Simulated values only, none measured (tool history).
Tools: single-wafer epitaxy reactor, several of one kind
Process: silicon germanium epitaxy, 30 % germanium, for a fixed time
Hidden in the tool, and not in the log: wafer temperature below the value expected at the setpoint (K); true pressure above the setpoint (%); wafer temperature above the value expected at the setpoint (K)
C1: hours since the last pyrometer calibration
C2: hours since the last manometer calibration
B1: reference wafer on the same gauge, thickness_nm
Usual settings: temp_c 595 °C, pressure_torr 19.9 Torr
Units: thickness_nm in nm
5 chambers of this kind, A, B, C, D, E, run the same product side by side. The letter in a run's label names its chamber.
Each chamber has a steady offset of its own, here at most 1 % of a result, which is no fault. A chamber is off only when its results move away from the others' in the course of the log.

{"run": "1A", "hour": 6.5, "temp_c": 595, "pressure_torr": 19.9, "C1": 1006.6, "C2": 876.2, "B1": 63.504, "thickness_nm": 53.779}
{"run": "2D", "hour": 14.7, "temp_c": 595, "pressure_torr": 19.9, "C1": 1853, "C2": 1261.2, "B1": 63.529, "thickness_nm": 53.835}
{"run": "3E", "hour": 19.2, "temp_c": 595, "pressure_torr": 19.9, "C1": 292.5, "C2": 923, "B1": 63.524, "thickness_nm": 53.785}
{"run": "4B", "hour": 24.3, "temp_c": 595, "pressure_torr": 19.9, "C1": 1144.5, "C2": 1669.2, "B1": 63.55, "thickness_nm": 54.005}
{"run": "5C", "hour": 31.6, "temp_c": 595, "pressure_torr": 19.9, "C1": 1847.5, "C2": 663.9, "B1": 63.549, "thickness_nm": 53.316}
{"run": "6B", "hour": 35.7, "temp_c": 595, "pressure_torr": 19.9, "C1": 1155.9, "C2": 1680.6, "B1": 63.58, "thickness_nm": 54.027}
{"run": "7E", "hour": 39.4, "temp_c": 590, "pressure_torr": 24.7, "C1": 312.7, "C2": 943.2, "B1": 63.572, "thickness_nm": 53.361}
{"run": "8C", "hour": 45.3, "temp_c": 590, "pressure_torr": 24.7, "C1": 1861.2, "C2": 677.6, "B1": 63.583, "thickness_nm": 52.93}
{"run": "9D", "hour": 53.2, "temp_c": 590, "pressure_torr": 24.7, "C1": 1891.5, "C2": 1299.7, "B1": 63.585, "thickness_nm": 53.582}
{"run": "10A", "hour": 56.9, "temp_c": 590, "pressure_torr": 24.7, "C1": 1057, "C2": 926.6, "B1": 63.592, "thickness_nm": 53.334}
{"run": "11B", "hour": 63.3, "temp_c": 590, "pressure_torr": 24.7, "C1": 1183.5, "C2": 1708.2, "B1": 63.625, "thickness_nm": 53.604}
{"run": "12D", "hour": 69.0, "temp_c": 595, "pressure_torr": 19.9, "C1": 1907.3, "C2": 1315.5, "B1": 63.629, "thickness_nm": 54.018}
{"run": "13A", "hour": 75.8, "temp_c": 595, "pressure_torr": 19.9, "C1": 1075.9, "C2": 945.5, "B1": 63.622, "thickness_nm": 53.85}
{"run": "14C", "hour": 81.2, "temp_c": 595, "pressure_torr": 19.9, "C1": 1897.1, "C2": 713.5, "B1": 63.643, "thickness_nm": 53.288}
{"run": "15E", "hour": 85.7, "temp_c": 595, "pressure_torr": 19.9, "C1": 359, "C2": 989.5, "B1": 63.666, "thickness_nm": 54.024}
{"run": "16B", "hour": 92.1, "temp_c": 595, "pressure_torr": 24.3, "C1": 1212.3, "C2": 1737, "B1": 63.659, "thickness_nm": 58.656}
{"run": "17A", "hour": 95.8, "temp_c": 595, "pressure_torr": 24.3, "C1": 1095.9, "C2": 965.5, "B1": 63.659, "thickness_nm": 58.544}
{"run": "18D", "hour": 103.4, "temp_c": 595, "pressure_torr": 24.3, "C1": 1941.7, "C2": 1349.9, "B1": 63.686, "thickness_nm": 58.536}
{"run": "19C", "hour": 110.3, "temp_c": 595, "pressure_torr": 24.3, "C1": 1926.2, "C2": 742.6, "B1": 63.693, "thickness_nm": 57.892}
{"run": "20E", "hour": 116.9, "temp_c": 595, "pressure_torr": 24.3, "C1": 390.2, "C2": 1020.7, "B1": 63.687, "thickness_nm": 58.388}
{"run": "21D", "hour": 124.9, "temp_c": 595, "pressure_torr": 19.9, "C1": 1963.2, "C2": 1371.4, "B1": 63.728, "thickness_nm": 53.934}
{"run": "22E", "hour": 132.5, "temp_c": 595, "pressure_torr": 19.9, "C1": 405.8, "C2": 1036.3, "B1": 63.756, "thickness_nm": 53.969}
{"run": "23A", "hour": 139.9, "temp_c": 595, "pressure_torr": 19.9, "C1": 1140, "C2": 1009.6, "B1": 63.747, "thickness_nm": 53.913}
{"run": "24C", "hour": 144.4, "temp_c": 595, "pressure_torr": 19.9, "C1": 1960.3, "C2": 776.7, "B1": 63.758, "thickness_nm": 53.446}
{"run": "25B", "hour": 152.4, "temp_c": 595, "pressure_torr": 18.1, "C1": 1272.6, "C2": 1797.3, "B1": 63.737, "thickness_nm": 52.036}
{"run": "26D", "hour": 157.8, "temp_c": 595, "pressure_torr": 18.1, "C1": 1996.1, "C2": 1404.3, "B1": 63.769, "thickness_nm": 52.075}
{"run": "27E", "hour": 163.5, "temp_c": 595, "pressure_torr": 18.1, "C1": 436.8, "C2": 1067.3, "B1": 63.798, "thickness_nm": 51.923}
{"run": "28A", "hour": 168.5, "temp_c": 595, "pressure_torr": 18.1, "C1": 1168.6, "C2": 1038.2, "B1": 63.784, "thickness_nm": 52.186}
{"run": "29B", "hour": 173.3, "temp_c": 595, "pressure_torr": 18.1, "C1": 1293.5, "C2": 1818.2, "B1": 63.806, "thickness_nm": 52.185}
{"hour": 175.1, "done": "chamber C: capacitance manometer re-zeroed and calibrated"}
{"run": "30C", "hour": 181.4, "temp_c": 595, "pressure_torr": 19.9, "C1": 1997.3, "C2": 6.3, "B1": 63.823, "thickness_nm": 53.759}
{"run": "31C", "hour": 188.4, "temp_c": 595, "pressure_torr": 19.9, "C1": 2004.3, "C2": 13.3, "B1": 63.837, "thickness_nm": 53.617}
{"run": "32A", "hour": 192.2, "temp_c": 595, "pressure_torr": 19.9, "C1": 1192.3, "C2": 1061.9, "B1": 63.818, "thickness_nm": 54.031}
{"run": "33D", "hour": 197.1, "temp_c": 595, "pressure_torr": 19.9, "C1": 2035.4, "C2": 1443.6, "B1": 63.837, "thickness_nm": 54.096}
{"run": "34E", "hour": 203.6, "temp_c": 595, "pressure_torr": 19.9, "C1": 476.9, "C2": 1107.4, "B1": 63.823, "thickness_nm": 54.136}
{"run": "35B", "hour": 207.5, "temp_c": 587, "pressure_torr": 19.9, "C1": 1327.7, "C2": 1852.4, "B1": 63.856, "thickness_nm": 46.624}
{"run": "36A", "hour": 212.9, "temp_c": 587, "pressure_torr": 19.9, "C1": 1213, "C2": 1082.6, "B1": 63.866, "thickness_nm": 46.633}
{"run": "37E", "hour": 217.5, "temp_c": 587, "pressure_torr": 19.9, "C1": 490.8, "C2": 1121.3, "B1": 63.873, "thickness_nm": 46.591}
{"run": "38D", "hour": 221.6, "temp_c": 587, "pressure_torr": 19.9, "C1": 2059.9, "C2": 1468.1, "B1": 63.878, "thickness_nm": 46.608}
{"run": "39C", "hour": 229.0, "temp_c": 587, "pressure_torr": 19.9, "C1": 2044.9, "C2": 53.9, "B1": 63.891, "thickness_nm": 46.022}

Is one chamber off against the others, does the gauge drift, or is nothing wrong? If a chamber is off, say which, and what the likeliest cause is.

The gauge drifts, so all chambers seem to drift together. No chamber is off.
Cause: gauge reads high (%) = 0.64.
